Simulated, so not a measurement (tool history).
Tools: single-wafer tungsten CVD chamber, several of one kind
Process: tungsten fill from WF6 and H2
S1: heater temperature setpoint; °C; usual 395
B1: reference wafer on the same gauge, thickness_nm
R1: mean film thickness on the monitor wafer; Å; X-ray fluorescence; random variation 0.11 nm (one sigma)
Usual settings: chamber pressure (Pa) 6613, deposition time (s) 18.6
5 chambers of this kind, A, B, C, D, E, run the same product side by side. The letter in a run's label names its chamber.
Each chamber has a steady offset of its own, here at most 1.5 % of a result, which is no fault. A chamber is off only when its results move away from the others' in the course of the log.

run 1D hour=3.4 | S1=395 chamber_pressure_(Pa)=6613 deposition_time_(s)=18.6 | B1=55.119 | R1=626.12
run 2E hour=8.6 | S1=395 chamber_pressure_(Pa)=6613 deposition_time_(s)=18.6 | B1=55.136 | R1=615.53
run 3A hour=11.7 | S1=395 chamber_pressure_(Pa)=6613 deposition_time_(s)=18.6 | B1=55.125 | R1=620.68
run 4B hour=16.9 | S1=395 chamber_pressure_(Pa)=6613 deposition_time_(s)=18.6 | B1=55.155 | R1=628.75
run 5C hour=23.1 | S1=395 chamber_pressure_(Pa)=6613 deposition_time_(s)=18.6 | B1=55.181 | R1=613.74
run 6A hour=28.4 | S1=395 chamber_pressure_(Pa)=6613 deposition_time_(s)=18.6 | B1=55.145 | R1=620.32
run 7C hour=31.5 | S1=395 chamber_pressure_(Pa)=6613 deposition_time_(s)=18.6 | B1=55.190 | R1=613.98
run 8E hour=36.9 | S1=395 chamber_pressure_(Pa)=6613 deposition_time_(s)=18.6 | B1=55.222 | R1=617.20
run 9B hour=43.0 | S1=395 chamber_pressure_(Pa)=6613 deposition_time_(s)=18.6 | B1=55.187 | R1=628.40
run 10D hour=46.1 | S1=395 chamber_pressure_(Pa)=6613 deposition_time_(s)=18.6 | B1=55.235 | R1=629.82
-- hour=48.1 chamber D: capacitance manometer re-zeroed and calibrated
run 11D hour=49.7 | S1=395 chamber_pressure_(Pa)=6613 deposition_time_(s)=18.6 | B1=55.253 | R1=627.92
run 12B hour=53.2 | S1=395 chamber_pressure_(Pa)=6053 deposition_time_(s)=19.9 | B1=55.235 | R1=645.43
run 13C hour=58.6 | S1=395 chamber_pressure_(Pa)=6053 deposition_time_(s)=19.9 | B1=55.279 | R1=632.04
run 14A hour=61.8 | S1=395 chamber_pressure_(Pa)=6053 deposition_time_(s)=19.9 | B1=55.278 | R1=640.11
run 15E hour=66.7 | S1=395 chamber_pressure_(Pa)=6053 deposition_time_(s)=19.9 | B1=55.284 | R1=635.08
run 16D hour=69.7 | S1=395 chamber_pressure_(Pa)=6053 deposition_time_(s)=19.9 | B1=55.280 | R1=648.51
run 17B hour=76.1 | S1=395 chamber_pressure_(Pa)=6613 deposition_time_(s)=18.6 | B1=55.302 | R1=629.10
run 18C hour=80.7 | S1=405 chamber_pressure_(Pa)=5080 deposition_time_(s)=18.6 | B1=55.323 | R1=656.17
run 19A hour=84.6 | S1=405 chamber_pressure_(Pa)=5080 deposition_time_(s)=18.6 | B1=55.331 | R1=661.80
run 20E hour=89.1 | S1=405 chamber_pressure_(Pa)=5080 deposition_time_(s)=18.6 | B1=55.346 | R1=658.94
run 21C hour=94.4 | S1=405 chamber_pressure_(Pa)=5080 deposition_time_(s)=18.6 | B1=55.353 | R1=657.50
run 22A hour=99.4 | S1=405 chamber_pressure_(Pa)=5080 deposition_time_(s)=18.6 | B1=55.369 | R1=662.45
run 23B hour=102.4 | S1=395 chamber_pressure_(Pa)=6026 deposition_time_(s)=17.4 | B1=55.381 | R1=564.09
-- hour=107.3 chamber E: thermocouple changed; heater temperature recalibrated
run 24D hour=108.1 | S1=395 chamber_pressure_(Pa)=6026 deposition_time_(s)=17.4 | B1=55.411 | R1=564.67
run 25E hour=113.3 | S1=395 chamber_pressure_(Pa)=6026 deposition_time_(s)=17.4 | B1=55.406 | R1=555.84
run 26D hour=117.7 | S1=395 chamber_pressure_(Pa)=6026 deposition_time_(s)=17.4 | B1=55.446 | R1=565.66
run 27C hour=121.1 | S1=395 chamber_pressure_(Pa)=6026 deposition_time_(s)=17.4 | B1=55.444 | R1=554.57
run 28B hour=125.0 | S1=395 chamber_pressure_(Pa)=6613 deposition_time_(s)=18.6 | B1=55.425 | R1=631.04
run 29E hour=129.4 | S1=395 chamber_pressure_(Pa)=6613 deposition_time_(s)=18.6 | B1=55.428 | R1=618.79
run 30A hour=135.3 | S1=395 chamber_pressure_(Pa)=6613 deposition_time_(s)=18.6 | B1=55.455 | R1=622.65
run 31A hour=139.0 | S1=395 chamber_pressure_(Pa)=6613 deposition_time_(s)=18.6 | B1=55.468 | R1=626.06

What goes on in this fleet: one chamber off, a drifting gauge, or nothing beyond the chambers' own small offsets? Name the chamber and the cause, if any.

The gauge drifts, so all chambers seem to drift together. No chamber is off.
Cause: gauge reads high (%) = 0.713.

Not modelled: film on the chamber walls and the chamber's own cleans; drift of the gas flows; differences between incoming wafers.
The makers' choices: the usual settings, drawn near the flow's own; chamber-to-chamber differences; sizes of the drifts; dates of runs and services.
